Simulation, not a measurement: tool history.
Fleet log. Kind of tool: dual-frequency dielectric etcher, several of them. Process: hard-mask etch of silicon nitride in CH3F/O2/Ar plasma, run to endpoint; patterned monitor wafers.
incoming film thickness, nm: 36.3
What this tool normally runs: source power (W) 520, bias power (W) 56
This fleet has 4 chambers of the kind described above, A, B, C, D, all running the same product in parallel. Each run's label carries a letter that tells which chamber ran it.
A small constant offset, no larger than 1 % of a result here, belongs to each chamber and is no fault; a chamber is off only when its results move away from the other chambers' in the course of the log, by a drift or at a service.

run,day,source power (W),bias power (W),endpoint time (s)
1C,0.208,520,56,51.118
2A,0.404,520,56,51.551
3D,0.671,520,56,51.712
4B,0.867,520,56,51.224
5B,1.138,520,56,51.471
6A,1.450,520,56,51.613
# day 1.471: chamber D: wet clean of the chamber
# day 1.721: chamber C: wet clean of the chamber
7D,1.754,520,56,51.436
8C,1.992,520,56,51.175
9C,2.362,520,56,51.270
10D,2.583,520,56,51.448
11B,2.779,520,56,51.325
12A,3.196,520,56,51.537
13D,3.558,520,56,51.666
14A,3.896,440,56,55.200
15C,4.300,440,56,54.498
16B,4.546,440,56,54.924
17C,4.754,440,56,54.705
18D,5.104,520,56,51.527
19A,5.412,520,56,51.631
20B,5.779,520,56,51.430
21C,6.062,520,56,51.178
22D,6.375,520,56,51.813
23B,6.733,520,56,51.635
24A,7.133,520,56,51.463
25D,7.379,520,56,51.268
26A,7.729,610,50,50.107
27C,8.104,610,50,49.901
28B,8.333,610,50,50.677
29A,8.592,610,50,50.307
30B,9.025,520,56,52.180
31C,9.296,520,56,51.272
32D,9.592,520,56,51.711
33A,9.954,520,56,51.419
34D,10.292,520,56,51.367
35C,10.538,520,43,55.536
36B,10.800,520,43,57.045
37B,11.204,520,43,56.936
38A,11.429,520,43,55.542
39C,11.833,520,56,51.133
40D,12.196,520,56,51.241
41B,12.633,520,56,52.563
42A,13.012,420,68,52.726
43C,13.362,420,68,51.826

The same settings go to every chamber for the next run, one line per chamber below. Forecast the results for each:
44A,13.688,520,51,?
44B,13.688,520,51,?
44C,13.688,520,51,?
44D,13.688,520,51,?

run,endpoint time (s)
44A,53.225
44B,54.627
44C,52.908
44D,53.032
